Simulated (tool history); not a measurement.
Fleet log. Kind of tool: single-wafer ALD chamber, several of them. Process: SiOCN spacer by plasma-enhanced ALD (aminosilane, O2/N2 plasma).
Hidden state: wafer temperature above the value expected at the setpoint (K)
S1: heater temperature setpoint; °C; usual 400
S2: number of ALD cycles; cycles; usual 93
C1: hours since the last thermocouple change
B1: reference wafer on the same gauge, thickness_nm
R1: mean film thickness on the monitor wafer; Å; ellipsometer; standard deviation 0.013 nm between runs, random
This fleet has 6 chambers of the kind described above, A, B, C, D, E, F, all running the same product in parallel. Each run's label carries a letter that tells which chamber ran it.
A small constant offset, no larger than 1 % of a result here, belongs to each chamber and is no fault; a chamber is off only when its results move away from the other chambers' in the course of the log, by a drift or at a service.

run 1A hour=4.0 | S1=400 S2=93 | C1=524.9 | B1=6.3222 | R1=55.992
run 2E hour=9.9 | S1=400 S2=93 | C1=1711.4 | B1=6.3179 | R1=56.186
run 3D hour=16.7 | S1=400 S2=93 | C1=950.9 | B1=6.3185 | R1=55.792
run 4C hour=24.8 | S1=400 S2=93 | C1=1019.9 | B1=6.3185 | R1=56.086
run 5B hour=32.9 | S1=400 S2=93 | C1=597.9 | B1=6.3214 | R1=55.991
run 6F hour=36.5 | S1=400 S2=93 | C1=398.1 | B1=6.3168 | R1=56.242
run 7D hour=41.5 | S1=400 S2=93 | C1=975.7 | B1=6.3205 | R1=55.772
run 8A hour=45.9 | S1=400 S2=93 | C1=566.8 | B1=6.3206 | R1=56.147
run 9F hour=51.8 | S1=400 S2=93 | C1=413.4 | B1=6.3204 | R1=56.032
run 10C hour=55.9 | S1=400 S2=93 | C1=1051.0 | B1=6.3207 | R1=56.332
run 11E hour=63.1 | S1=400 S2=93 | C1=1764.6 | B1=6.3202 | R1=56.182
run 12B hour=67.8 | S1=400 S2=93 | C1=632.8 | B1=6.3174 | R1=55.750
run 13F hour=74.2 | S1=400 S2=93 | C1=435.8 | B1=6.3156 | R1=56.251
run 14E hour=79.2 | S1=400 S2=93 | C1=1780.7 | B1=6.3186 | R1=55.826
run 15C hour=84.3 | S1=400 S2=93 | C1=1079.4 | B1=6.3204 | R1=56.536
-- hour=85.6 chamber D: thermocouple changed; heater temperature recalibrated
run 16D hour=90.9 | S1=400 S2=93 | C1=5.4 | B1=6.3252 | R1=55.835
run 17A hour=94.6 | S1=400 S2=93 | C1=615.5 | B1=6.3208 | R1=56.097
run 18B hour=101.8 | S1=400 S2=93 | C1=666.8 | B1=6.3195 | R1=55.851
run 19C hour=106.0 | S1=400 S2=93 | C1=1101.1 | B1=6.3170 | R1=56.381
run 20B hour=113.9 | S1=400 S2=93 | C1=678.9 | B1=6.3205 | R1=55.879
run 21E hour=118.0 | S1=400 S2=93 | C1=1819.5 | B1=6.3182 | R1=55.667
run 22A hour=122.2 | S1=400 S2=93 | C1=643.1 | B1=6.3212 | R1=56.207
run 23F hour=127.9 | S1=388 S2=99 | C1=489.5 | B1=6.3186 | R1=59.872
run 24D hour=131.8 | S1=388 S2=99 | C1=46.3 | B1=6.3214 | R1=59.605
run 25D hour=136.7 | S1=388 S2=99 | C1=51.2 | B1=6.3193 | R1=59.499
run 26A hour=144.1 | S1=388 S2=99 | C1=665.0 | B1=6.3197 | R1=59.734
run 27E hour=148.6 | S1=388 S2=99 | C1=1850.1 | B1=6.3160 | R1=59.595
run 28B hour=156.3 | S1=388 S2=99 | C1=721.3 | B1=6.3177 | R1=59.353
run 29C hour=162.4 | S1=400 S2=93 | C1=1157.5 | B1=6.3184 | R1=56.335
run 30F hour=166.5 | S1=400 S2=93 | C1=528.1 | B1=6.3174 | R1=55.943
run 31E hour=172.8 | S1=400 S2=93 | C1=1874.3 | B1=6.3227 | R1=55.302
run 32D hour=176.9 | S1=400 S2=93 | C1=91.4 | B1=6.3217 | R1=55.968
-- hour=178.5 chamber C: thermocouple changed; heater temperature recalibrated
run 33F hour=183.4 | S1=400 S2=93 | C1=545.0 | B1=6.3204 | R1=56.347
run 34B hour=190.6 | S1=400 S2=93 | C1=755.6 | B1=6.3238 | R1=55.703
run 35C hour=194.4 | S1=400 S2=111 | C1=15.9 | B1=6.3177 | R1=66.928
run 36A hour=202.5 | S1=400 S2=111 | C1=723.4 | B1=6.3148 | R1=66.946
run 37B hour=206.6 | S1=400 S2=111 | C1=771.6 | B1=6.3222 | R1=66.269
run 38C hour=214.1 | S1=400 S2=111 | C1=35.6 | B1=6.3202 | R1=67.258
run 39A hour=217.8 | S1=400 S2=111 | C1=738.7 | B1=6.3213 | R1=67.176
run 40D hour=223.8 | S1=400 S2=111 | C1=138.3 | B1=6.3199 | R1=66.263
run 41F hour=228.2 | S1=400 S2=93 | C1=589.8 | B1=6.3169 | R1=56.195
run 42E hour=231.9 | S1=406 S2=107 | C1=1933.4 | B1=6.3170 | R1=62.211
run 43C hour=238.2 | S1=406 S2=107 | C1=59.7 | B1=6.3163 | R1=63.498
run 44D hour=243.6 | S1=406 S2=107 | C1=158.1 | B1=6.3234 | R1=62.987

Does one chamber stand apart from the rest, does the shared gauge drift, or is all well apart from small per-chamber offsets? Give the chamber and the most likely cause, where there is one.

It is chamber E that slowly wanders off from its peers.
What lies behind it: wafer temperature above the value expected at the setpoint (K) = 6.1.

Which of the 4 candidates below, each the usual settings with something changed and its results left as question marks, puts chamber E back in line with what the other chambers give on the usual settings?
In line means no further than this from the other chambers' mean on the usual settings: R1 0.450 Å
run 45E-1 hour=249.4 | S1=399 S2=93 | R1=?
run 45E-2 hour=249.4 | S1=406 S2=93 | R1=?
run 45E-3 hour=249.4 | S1=401 S2=93 | R1=?
run 45E-4 hour=249.4 | S1=394 S2=93 | R1=?

Average result of the remaining chambers running the usual settings: R1 56.029 Å
run=45E-1 R1=55.205
run=45E-2 R1=54.013
run=45E-3 R1=54.864
run=45E-4 R1=56.057
It is 45E-4 that realigns the chamber with its peers.
